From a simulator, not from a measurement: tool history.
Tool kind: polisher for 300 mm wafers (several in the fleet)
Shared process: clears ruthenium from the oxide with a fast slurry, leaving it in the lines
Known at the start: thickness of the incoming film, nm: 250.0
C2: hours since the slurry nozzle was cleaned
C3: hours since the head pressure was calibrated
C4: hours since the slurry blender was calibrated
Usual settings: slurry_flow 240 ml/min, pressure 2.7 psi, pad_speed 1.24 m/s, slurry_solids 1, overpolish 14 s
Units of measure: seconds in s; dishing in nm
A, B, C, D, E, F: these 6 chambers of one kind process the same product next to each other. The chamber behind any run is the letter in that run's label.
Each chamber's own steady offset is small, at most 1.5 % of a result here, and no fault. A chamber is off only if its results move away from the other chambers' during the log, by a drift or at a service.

-- hour=5.9 chamber F: worn pad replaced by a new one
run 1B hour=12.2 | slurry_flow=240 pressure=2.7 pad_speed=1.24 slurry_solids=1 overpolish=14 | wafers_polished_on_this_pad=943 C2=213.1 C3=1179.3 C4=55 | seconds=47.38 dishing=60.267
-- hour=19.4 chamber B: worn pad replaced by a new one
-- hour=22.3 chamber E: worn pad replaced by a new one
run 2F hour=26.5 | slurry_flow=240 pressure=2.7 pad_speed=1.24 slurry_solids=1 overpolish=14 | wafers_polished_on_this_pad=274 C2=369 C3=641.9 C4=116.8 | seconds=46.962 dishing=58.525
run 3E hour=33.3 | slurry_flow=240 pressure=2.7 pad_speed=1.24 slurry_solids=1 overpolish=14 | wafers_polished_on_this_pad=146 C2=35.9 C3=456.8 C4=75.8 | seconds=46.86 dishing=58.976
-- hour=33.8 chamber C: worn pad replaced by a new one
run 4A hour=45.8 | slurry_flow=240 pressure=2.7 pad_speed=1.24 slurry_solids=1 overpolish=14 | wafers_polished_on_this_pad=739 C2=748.5 C3=338.9 C4=96.8 | seconds=46.416 dishing=61.16
-- hour=47.5 chamber D: worn pad replaced by a new one
-- hour=56.3 chamber A: slurry nozzle cleaned
-- hour=56.3 chamber A: slurry blender recalibrated
run 5D hour=57.6 | slurry_flow=240 pressure=2.7 pad_speed=1.24 slurry_solids=1 overpolish=14 | wafers_polished_on_this_pad=134 C2=756.1 C3=228.5 C4=348.3 | seconds=46.74 dishing=61.01
-- hour=62.8 chamber A: worn pad replaced by a new one
run 6C hour=68.5 | slurry_flow=240 pressure=2.4 pad_speed=1.24 slurry_solids=1 overpolish=17 | wafers_polished_on_this_pad=461 C2=239.4 C3=547.4 C4=199.3 | seconds=53.102 dishing=60.911
run 7A hour=77.4 | slurry_flow=240 pressure=2.4 pad_speed=1.24 slurry_solids=1 overpolish=17 | wafers_polished_on_this_pad=195 C2=21.1 C3=370.5 C4=21.1 | seconds=52.397 dishing=60.713
run 8C hour=85.3 | slurry_flow=240 pressure=2.4 pad_speed=1.24 slurry_solids=1 overpolish=17 | wafers_polished_on_this_pad=684 C2=256.2 C3=564.2 C4=216.1 | seconds=53.74 dishing=61.748
-- hour=90.5 chamber F: worn pad replaced by a new one
run 9B hour=99.3 | slurry_flow=240 pressure=2.4 pad_speed=1.24 slurry_solids=1 overpolish=17 | wafers_polished_on_this_pad=1061 C2=300.2 C3=1266.4 C4=142.1 | seconds=54.468 dishing=63.453
-- hour=102.7 chamber B: head pressure recalibrated
run 10F hour=108.6 | slurry_flow=240 pressure=2.4 pad_speed=1.24 slurry_solids=1 overpolish=17 | wafers_polished_on_this_pad=240 C2=451.1 C3=724 C4=198.9 | seconds=54.647 dishing=65.047
-- hour=112.3 chamber B: worn pad replaced by a new one
-- hour=114.7 chamber E: worn pad replaced by a new one
run 11E hour=118.5 | slurry_flow=240 pressure=2.4 pad_speed=1.24 slurry_solids=1 overpolish=17 | wafers_polished_on_this_pad=51 C2=121.1 C3=542 C4=161 | seconds=52.769 dishing=64.434
-- hour=118.6 chamber C: worn pad replaced by a new one
-- hour=118.7 chamber D: worn pad replaced by a new one
run 12D hour=127.6 | slurry_flow=275 pressure=2.7 pad_speed=0.82 slurry_solids=1 overpolish=14 | wafers_polished_on_this_pad=119 C2=826.1 C3=298.5 C4=418.3 | seconds=68.594 dishing=42.129
-- hour=131.3 chamber C: slurry blender recalibrated
run 13B hour=140 | slurry_flow=275 pressure=2.7 pad_speed=0.82 slurry_solids=1 overpolish=14 | wafers_polished_on_this_pad=368 C2=340.9 C3=37.3 C4=182.8 | seconds=71.388 dishing=40.641
run 14A hour=153.8 | slurry_flow=275 pressure=2.7 pad_speed=0.82 slurry_solids=1 overpolish=14 | wafers_polished_on_this_pad=1210 C2=97.5 C3=446.9 C4=97.5 | seconds=70.162 dishing=42.269
-- hour=155.3 chamber A: worn pad replaced by a new one
run 15C hour=165.3 | slurry_flow=275 pressure=2.7 pad_speed=0.82 slurry_solids=1 overpolish=14 | wafers_polished_on_this_pad=620 C2=336.2 C3=644.2 C4=34.1 | seconds=70.224 dishing=42.383
-- hour=167.1 chamber A: slurry blender recalibrated
-- hour=171.7 chamber F: worn pad replaced by a new one
run 16D hour=174 | slurry_flow=275 pressure=2.7 pad_speed=0.82 slurry_solids=1 overpolish=14 | wafers_polished_on_this_pad=735 C2=872.5 C3=344.9 C4=464.7 | seconds=68.961 dishing=41.357
-- hour=180.2 chamber D: slurry blender recalibrated
-- hour=181.3 chamber A: head pressure recalibrated
run 17F hour=181.4 | slurry_flow=275 pressure=2.7 pad_speed=0.82 slurry_solids=1 overpolish=14 | wafers_polished_on_this_pad=130 C2=523.9 C3=796.8 C4=271.7 | seconds=71.031 dishing=41.454
-- hour=192.1 chamber C: worn pad replaced by a new one
run 18E hour=192.2 | slurry_flow=240 pressure=2.4 pad_speed=1.24 slurry_solids=1 overpolish=14 | wafers_polished_on_this_pad=1030 C2=194.8 C3=615.7 C4=234.7 | seconds=53.202 dishing=53.386
-- hour=193.8 chamber F: slurry nozzle cleaned
-- hour=196.1 chamber B: worn pad replaced by a new one
-- hour=197.6 chamber D: worn pad replaced by a new one
run 19C hour=204.6 | slurry_flow=240 pressure=2.4 pad_speed=1.24 slurry_solids=1 overpolish=14 | wafers_polished_on_this_pad=166 C2=375.5 C3=683.5 C4=73.4 | seconds=53.187 dishing=52.256
-- hour=207.8 chamber C: head pressure recalibrated
run 20D hour=219 | slurry_flow=240 pressure=2.4 pad_speed=1.24 slurry_solids=1 overpolish=14 | wafers_polished_on_this_pad=284 C2=917.5 C3=389.9 C4=38.8 | seconds=52.193 dishing=51.861
-- hour=223.5 chamber E: worn pad replaced by a new one
-- hour=226 chamber D: slurry nozzle cleaned
-- hour=227.9 chamber C: slurry nozzle cleaned
run 21F hour=232.2 | slurry_flow=240 pressure=2.4 pad_speed=1.24 slurry_solids=1 overpolish=14 | wafers_polished_on_this_pad=805 C2=38.5 C3=847.6 C4=322.5 | seconds=53.841 dishing=54.43
run 22A hour=241.5 | slurry_flow=240 pressure=2.4 pad_speed=1.24 slurry_solids=1 overpolish=14 | wafers_polished_on_this_pad=1146 C2=185.2 C3=60.3 C4=74.5 | seconds=53.03 dishing=52.204
-- hour=245.4 chamber F: worn pad replaced by a new one
-- hour=246.8 chamber E: slurry blender recalibrated
-- hour=249.8 chamber A: worn pad replaced by a new one
run 23E hour=250.4 | slurry_flow=240 pressure=2.4 pad_speed=1.24 slurry_solids=1 overpolish=14 | wafers_polished_on_this_pad=358 C2=253 C3=673.9 C4=3.6 | seconds=53.217 dishing=55.657
run 24B hour=263.1 | slurry_flow=240 pressure=2.7 pad_speed=1.24 slurry_solids=1 overpolish=14 | wafers_polished_on_this_pad=890 C2=464 C3=160.4 C4=305.9 | seconds=50.01 dishing=55.668
-- hour=272.2 chamber A: slurry blender recalibrated
run 25F hour=273.3 | slurry_flow=240 pressure=2.7 pad_speed=1.24 slurry_solids=1 overpolish=14 | wafers_polished_on_this_pad=371 C2=79.6 C3=888.7 C4=363.6 | seconds=47.102 dishing=59.976
-- hour=276.4 chamber B: worn pad replaced by a new one
run 26D hour=282.3 | slurry_flow=240 pressure=2.7 pad_speed=1.24 slurry_solids=1.25 overpolish=14 | wafers_polished_on_this_pad=1125 C2=56.4 C3=453.2 C4=102.1 | seconds=42.097 dishing=63.618
-- hour=282.6 chamber F: slurry blender recalibrated
-- hour=284.8 chamber C: worn pad replaced by a new one
-- hour=290.6 chamber D: worn pad replaced by a new one
run 27E hour=295.3 | slurry_flow=240 pressure=2.7 pad_speed=1.24 slurry_solids=1.25 overpolish=14 | wafers_polished_on_this_pad=955 C2=297.9 C3=718.8 C4=48.5 | seconds=42.631 dishing=63.038
run 28A hour=303 | slurry_flow=240 pressure=2.7 pad_speed=1.24 slurry_solids=1.25 overpolish=14 | wafers_polished_on_this_pad=707 C2=246.7 C3=121.8 C4=30.8 | seconds=43.326 dishing=65.766
-- hour=312.2 chamber E: worn pad replaced by a new one
run 29C hour=317 | slurry_flow=240 pressure=2.7 pad_speed=1.24 slurry_solids=1.25 overpolish=14 | wafers_polished_on_this_pad=428 C2=89.2 C3=109.3 C4=185.8 | seconds=43.184 dishing=64.55
-- hour=324 chamber A: worn pad replaced by a new one
run 30B hour=330.8 | slurry_flow=240 pressure=2.7 pad_speed=1.24 slurry_solids=1.25 overpolish=14 | wafers_polished_on_this_pad=723 C2=531.7 C3=228.1 C4=373.6 | seconds=45.413 dishing=59.886
-- hour=339.1 chamber F: worn pad replaced by a new one
run 31E hour=342.2 | slurry_flow=240 pressure=2.7 pad_speed=1.24 slurry_solids=1.25 overpolish=14 | wafers_polished_on_this_pad=398 C2=344.8 C3=765.7 C4=95.4 | seconds=43.034 dishing=64.52
run 32D hour=349.5 | slurry_flow=240 pressure=2.7 pad_speed=1.24 slurry_solids=1 overpolish=14 | wafers_polished_on_this_pad=783 C2=123.6 C3=520.4 C4=169.3 | seconds=46.195 dishing=60.061
run 33F hour=356.8 | slurry_flow=240 pressure=2.7 pad_speed=1.24 slurry_solids=1 overpolish=14 | wafers_polished_on_this_pad=235 C2=163.1 C3=972.2 C4=74.2 | seconds=47.243 dishing=59.102
-- hour=360.1 chamber B: worn pad replaced by a new one
run 34A hour=366.3 | slurry_flow=240 pressure=2.7 pad_speed=1.24 slurry_solids=1 overpolish=14 | wafers_polished_on_this_pad=563 C2=310 C3=185.1 C4=94.1 | seconds=46.918 dishing=58.222
-- hour=367.2 chamber C: slurry blender recalibrated
-- hour=376.6 chamber C: worn pad replaced by a new one
run 35B hour=376.9 | slurry_flow=240 pressure=2.7 pad_speed=1.24 slurry_solids=1 overpolish=14 | wafers_polished_on_this_pad=223 C2=577.8 C3=274.2 C4=419.7 | seconds=51.268 dishing=56.299
run 36C hour=385.6 | slurry_flow=240 pressure=2.7 pad_speed=1.24 slurry_solids=1 overpolish=14 | wafers_polished_on_this_pad=120 C2=157.8 C3=177.9 C4=18.5 | seconds=46.799 dishing=57.163
-- hour=388.1 chamber A: slurry blender recalibrated
run 37A hour=394.3 | slurry_flow=240 pressure=2.7 pad_speed=1.24 slurry_solids=1 overpolish=14 | wafers_polished_on_this_pad=935 C2=338 C3=213.1 C4=6.2 | seconds=46.427 dishing=60.114
run 38B hour=402.9 | slurry_flow=240 pressure=2.7 pad_speed=1.24 slurry_solids=1 overpolish=14 | wafers_polished_on_this_pad=569 C2=603.8 C3=300.2 C4=445.7 | seconds=52.046 dishing=55.277
-- hour=412.5 chamber E: worn pad replaced by a new one
run 39E hour=416.6 | slurry_flow=240 pressure=2.7 pad_speed=1.24 slurry_solids=1 overpolish=14 | wafers_polished_on_this_pad=55 C2=419.2 C3=840.1 C4=169.8 | seconds=46.913 dishing=57.586

All 6 chambers run these settings next. Forecast each chamber's results:
run 40A hour=427 | slurry_flow=240 pressure=2.7 pad_speed=1.24 slurry_solids=1 overpolish=14 | seconds=? dishing=?
run 40B hour=427 | slurry_flow=240 pressure=2.7 pad_speed=1.24 slurry_solids=1 overpolish=14 | seconds=? dishing=?
run 40C hour=427 | slurry_flow=240 pressure=2.7 pad_speed=1.24 slurry_solids=1 overpolish=14 | seconds=? dishing=?
run 40D hour=427 | slurry_flow=240 pressure=2.7 pad_speed=1.24 slurry_solids=1 overpolish=14 | seconds=? dishing=?
run 40E hour=427 | slurry_flow=240 pressure=2.7 pad_speed=1.24 slurry_solids=1 overpolish=14 | seconds=? dishing=?
run 40F hour=427 | slurry_flow=240 pressure=2.7 pad_speed=1.24 slurry_solids=1 overpolish=14 | seconds=? dishing=?

run=40A seconds=46.924 dishing=58.11
run=40B seconds=53.193 dishing=54.891
run=40C seconds=47.84 dishing=58.747
run=40D seconds=46.107 dishing=63.014
run=40E seconds=47.257 dishing=55.883
run=40F seconds=47.83 dishing=58.386
